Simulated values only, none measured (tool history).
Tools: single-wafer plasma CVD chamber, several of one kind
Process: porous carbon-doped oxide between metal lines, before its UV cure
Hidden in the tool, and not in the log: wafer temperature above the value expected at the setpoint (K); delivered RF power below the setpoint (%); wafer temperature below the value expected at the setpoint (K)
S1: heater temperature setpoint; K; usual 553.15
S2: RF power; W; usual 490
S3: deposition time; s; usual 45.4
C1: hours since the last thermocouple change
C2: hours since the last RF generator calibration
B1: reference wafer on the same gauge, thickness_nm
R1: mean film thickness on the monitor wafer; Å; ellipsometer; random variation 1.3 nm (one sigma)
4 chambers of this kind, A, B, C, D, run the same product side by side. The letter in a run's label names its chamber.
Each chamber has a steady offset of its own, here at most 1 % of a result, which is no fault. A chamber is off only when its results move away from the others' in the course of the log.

run 1D hour=10.0 | S1=553.15 S2=490 S3=45.4 | C1=1423.9 C2=898.3 | B1=311.80 | R1=2708.8
-- hour=15.4 chamber B: RF generator calibrated
run 2B hour=22.0 | S1=553.15 S2=490 S3=45.4 | C1=593.4 C2=6.7 | B1=312.28 | R1=2723.7
run 3A hour=30.0 | S1=553.15 S2=490 S3=45.4 | C1=2787.2 C2=1056.4 | B1=312.08 | R1=2681.3
run 4C hour=35.6 | S1=553.15 S2=490 S3=45.4 | C1=1254.3 C2=563.0 | B1=312.01 | R1=2704.6
run 5A hour=41.2 | S1=553.15 S2=490 S3=45.4 | C1=2798.4 C2=1067.6 | B1=312.12 | R1=2690.5
run 6D hour=48.0 | S1=553.15 S2=490 S3=45.4 | C1=1461.9 C2=936.3 | B1=312.20 | R1=2707.7
run 7B hour=57.8 | S1=553.15 S2=420 S3=38.7 | C1=629.2 C2=42.5 | B1=311.94 | R1=2071.5
run 8C hour=69.1 | S1=553.15 S2=420 S3=38.7 | C1=1287.8 C2=596.5 | B1=311.94 | R1=2059.9
-- hour=77.8 chamber A: thermocouple changed; heater temperature recalibrated
run 9A hour=81.3 | S1=553.15 S2=420 S3=38.7 | C1=3.5 C2=1107.7 | B1=312.19 | R1=2062.7
run 10C hour=91.5 | S1=553.15 S2=420 S3=38.7 | C1=1310.2 C2=618.9 | B1=312.14 | R1=2065.8
run 11D hour=99.0 | S1=553.15 S2=490 S3=45.4 | C1=1512.9 C2=987.3 | B1=311.80 | R1=2720.9
run 12B hour=109.3 | S1=542.15 S2=400 S3=45.4 | C1=680.7 C2=94.0 | B1=312.16 | R1=2511.5
run 13D hour=117.2 | S1=542.15 S2=400 S3=45.4 | C1=1531.1 C2=1005.5 | B1=312.31 | R1=2526.4
run 14B hour=127.1 | S1=542.15 S2=400 S3=45.4 | C1=698.5 C2=111.8 | B1=311.98 | R1=2508.7
run 15C hour=136.3 | S1=542.15 S2=400 S3=45.4 | C1=1355.0 C2=663.7 | B1=312.06 | R1=2491.7
run 16A hour=143.8 | S1=553.15 S2=490 S3=45.4 | C1=66.0 C2=1170.2 | B1=312.20 | R1=2666.0
run 17B hour=153.5 | S1=553.15 S2=490 S3=45.4 | C1=724.9 C2=138.2 | B1=312.27 | R1=2728.3
run 18C hour=159.9 | S1=553.15 S2=490 S3=45.4 | C1=1378.6 C2=687.3 | B1=312.04 | R1=2678.3
run 19D hour=165.4 | S1=553.15 S2=490 S3=45.4 | C1=1579.3 C2=1053.7 | B1=311.83 | R1=2739.7
run 20A hour=171.0 | S1=553.15 S2=490 S3=45.4 | C1=93.2 C2=1197.4 | B1=311.92 | R1=2667.7
run 21B hour=181.0 | S1=553.15 S2=490 S3=45.4 | C1=752.4 C2=165.7 | B1=311.91 | R1=2739.5
run 22D hour=193.2 | S1=553.15 S2=490 S3=45.4 | C1=1607.1 C2=1081.5 | B1=312.34 | R1=2741.4
run 23A hour=201.4 | S1=553.15 S2=490 S3=45.4 | C1=123.6 C2=1227.8 | B1=311.91 | R1=2675.0
run 24C hour=212.6 | S1=553.15 S2=490 S3=45.4 | C1=1431.3 C2=740.0 | B1=312.25 | R1=2700.1
-- hour=221.1 chamber D: RF generator calibrated
run 25A hour=221.9 | S1=553.15 S2=490 S3=45.4 | C1=144.1 C2=1248.3 | B1=312.12 | R1=2664.2
run 26D hour=232.5 | S1=553.15 S2=490 S3=45.4 | C1=1646.4 C2=11.4 | B1=312.08 | R1=2759.6
run 27C hour=242.1 | S1=553.15 S2=490 S3=45.4 | C1=1460.8 C2=769.5 | B1=311.99 | R1=2690.3
run 28B hour=251.0 | S1=553.15 S2=490 S3=45.4 | C1=822.4 C2=235.7 | B1=311.70 | R1=2722.9
run 29C hour=262.3 | S1=553.15 S2=490 S3=45.4 | C1=1481.0 C2=789.7 | B1=312.12 | R1=2710.0
run 30D hour=268.1 | S1=553.15 S2=490 S3=45.4 | C1=1682.0 C2=47.0 | B1=311.80 | R1=2780.6
run 31B hour=276.7 | S1=553.15 S2=490 S3=45.4 | C1=848.1 C2=261.4 | B1=312.20 | R1=2712.1
run 32A hour=286.6 | S1=553.15 S2=490 S3=45.4 | C1=208.8 C2=1313.0 | B1=311.96 | R1=2664.4
run 33B hour=292.0 | S1=538.15 S2=490 S3=45.4 | C1=863.4 C2=276.7 | B1=311.51 | R1=3020.4
run 34D hour=302.6 | S1=538.15 S2=490 S3=45.4 | C1=1716.5 C2=81.5 | B1=312.09 | R1=3122.2
run 35A hour=311.3 | S1=538.15 S2=490 S3=45.4 | C1=233.5 C2=1337.7 | B1=312.17 | R1=2968.6
run 36C hour=321.4 | S1=538.15 S2=490 S3=45.4 | C1=1540.1 C2=848.8 | B1=312.29 | R1=2978.2
run 37B hour=332.9 | S1=553.15 S2=490 S3=45.4 | C1=904.3 C2=317.6 | B1=311.83 | R1=2732.4

Is one chamber off against the others, does the gauge drift, or is nothing wrong? If a chamber is off, say which, and what the likeliest cause is.

Chamber D drifts away from the others.
Cause: wafer temperature below the value expected at the setpoint (K) = 6.14.

Here are 4 candidates for chamber D's next run, each the usual settings with a change, their results left as question marks. Which one brings its results back in line with what the others give on the usual settings?
In line means no further than this from the other chambers' mean on the usual settings: R1 44.0 Å
run 38D-1 hour=341.7 | S1=554.15 S2=480 S3=44.2 | R1=?
run 38D-2 hour=341.7 | S1=553.15 S2=485 S3=45.0 | R1=?
run 38D-3 hour=341.7 | S1=553.15 S2=500 S3=45.4 | R1=?
run 38D-4 hour=341.7 | S1=552.15 S2=500 S3=46.6 | R1=?

The other chambers' mean on the usual settings: R1 2701.7 Å
run=38D-1 R1=2687.7
run=38D-2 R1=2772.5
run=38D-3 R1=2854.2
run=38D-4 R1=2947.3
38D-1 brings the chamber back in line.
